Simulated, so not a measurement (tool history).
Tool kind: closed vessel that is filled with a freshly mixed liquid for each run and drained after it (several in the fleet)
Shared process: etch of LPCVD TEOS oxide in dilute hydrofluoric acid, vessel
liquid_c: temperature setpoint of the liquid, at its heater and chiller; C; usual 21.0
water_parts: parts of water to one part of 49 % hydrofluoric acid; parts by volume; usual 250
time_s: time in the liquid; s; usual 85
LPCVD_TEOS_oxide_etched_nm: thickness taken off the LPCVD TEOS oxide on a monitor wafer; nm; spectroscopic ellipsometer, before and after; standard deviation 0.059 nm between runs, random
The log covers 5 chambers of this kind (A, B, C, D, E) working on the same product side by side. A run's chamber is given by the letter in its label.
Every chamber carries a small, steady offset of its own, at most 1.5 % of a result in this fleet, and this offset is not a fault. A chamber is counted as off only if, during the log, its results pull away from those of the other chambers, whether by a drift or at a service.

run   hour  liquid_c  water_parts  time_s  hours since the thermometer was replaced  hours since the hydrofluoric acid flow meter was replaced  read-back film thickness of the LPCVD TEOS oxide reference wafer, read on the same gauge (nm)  LPCVD_TEOS_oxide_etched_nm
 1C    3.4      21.0          250      85                                    1843.5                                                      498.1                                                                                         140.00                      6.3378
 2A    5.6      21.0          250      85                                    1246.5                                                      606.6                                                                                         140.00                      6.2522
 3B   10.1      21.0          250      85                                     208.2                                                       83.4                                                                                         140.01                      6.3052
 4E   14.1      21.0          250      85                                     211.0                                                      255.8                                                                                         139.99                      6.3189
 5D   17.1      21.0          250     120                                    1682.4                                                      187.4                                                                                         140.01                      8.8839
 6C   20.0      21.0          250     120                                    1860.1                                                      514.7                                                                                         139.99                      8.9921
 7E   23.5      21.0          250     120                                     220.4                                                      265.2                                                                                         140.02                      9.0021
 8A   26.4      21.0          250     120                                    1267.3                                                      627.4                                                                                         140.01                      8.6053
 9D   29.2      21.0          250     120                                    1694.5                                                      199.5                                                                                         139.97                      9.1668
10B   31.8      21.0          250      85                                     229.9                                                      105.1                                                                                         139.97                      6.3092
11B   34.3      21.0          330      50                                     232.4                                                      107.6                                                                                         139.99                      2.6183
12A   36.8      21.0          330      50                                    1277.7                                                      637.8                                                                                         139.98                      2.6368
13C   39.4      21.0          330      50                                    1879.5                                                      534.1                                                                                         140.02                      2.6759
14D   43.1      21.0          330      50                                    1708.4                                                      213.4                                                                                         139.97                      2.5949
15E   45.7      21.0          330      50                                     242.6                                                      287.4                                                                                         140.00                      2.6355
      48.2  -- chamber C: thermometer replaced
16E   48.7      21.0          250      85                                     245.6                                                      290.4                                                                                         139.99                      6.2873
17C   50.8      21.0          250      85                                       2.7                                                      545.5                                                                                         139.99                      6.4238
18A   54.4      21.0          250      85                                    1295.3                                                      655.4                                                                                         140.02                      6.4054
19D   56.6      21.0          250      85                                    1721.9                                                      226.9                                                                                         139.99                      6.5028
20B   60.3      21.0          250      85                                     258.4                                                      133.6                                                                                         139.99                      6.2207
21C   63.6      21.0          250      85                                      15.5                                                      558.3                                                                                         139.95                      6.4290
22E   66.5      21.0          190     100                                     263.4                                                      308.2                                                                                         140.00                     10.4100
23A   69.1      21.0          190     100                                    1310.0                                                      670.1                                                                                         139.97                     10.5000
24B   71.6      21.0          190     100                                     269.7                                                      144.9                                                                                         139.99                     10.5540
25D   74.1      21.0          190     100                                    1739.4                                                      244.4                                                                                         140.00                     10.3320
26C   76.3      21.0          190     100                                      28.2                                                      571.0                                                                                         140.00                     10.5040
27D   80.4      24.0          210      85                                    1745.7                                                      250.7                                                                                         139.99                      8.7614
28E   83.8      24.0          210      85                                     280.7                                                      325.5                                                                                         139.99                      8.8871
29A   88.1      24.0          210      85                                    1329.0                                                      689.1                                                                                         140.00                      9.0022
30B   91.1      24.0          210      85                                     289.2                                                      164.4                                                                                         140.02                      8.6286
31C   94.5      24.0          210      85                                      46.4                                                      589.2                                                                                         140.02                      8.7678
32A   96.9      21.0          250      85                                    1337.8                                                      697.9                                                                                         139.98                      6.6307
33B  100.4      21.0          250      85                                     298.5                                                      173.7                                                                                         140.01                      6.3862
34D  104.8      21.0          250      60                                    1770.1                                                      275.1                                                                                         139.98                      4.5621
35E  109.3      21.0          250      60                                     306.2                                                      351.0                                                                                         140.00                      4.5252
36D  113.3      21.0          250      60                                    1778.6                                                      283.6                                                                                         140.02                      4.5355
37B  115.4      21.0          250      60                                     313.5                                                      188.7                                                                                         140.00                      4.5114
38E  118.8      21.0          250      60                                     315.7                                                      360.5                                                                                         139.97                      4.4605
     120.9  -- chamber A: hydrofluoric acid flow meter replaced
39C  121.0      21.0          250      85                                      72.9                                                      615.7                                                                                         140.03                      6.4172
40A  123.5      21.0          250      85                                    1364.4                                                        2.6                                                                                         140.01                      6.7421
41A  125.7      19.5          250      85                                    1366.6                                                        4.8                                                                                         139.98                      6.2789

The same settings go to every chamber for the next run, one line per chamber below. Forecast the results for each:
42A  128.9      21.0          250      70                                                                                                                                                                                                                               ?
42B  128.9      21.0          250      70                                                                                                                                                                                                                               ?
42C  128.9      21.0          250      70                                                                                                                                                                                                                               ?
42D  128.9      21.0          250      70                                                                                                                                                                                                                               ?
42E  128.9      21.0          250      70                                                                                                                                                                                                                               ?

run  LPCVD_TEOS_oxide_etched_nm
42A                      5.6195
42B                      5.1953
42C                      5.2817
42D                      5.2440
42E                      5.2363
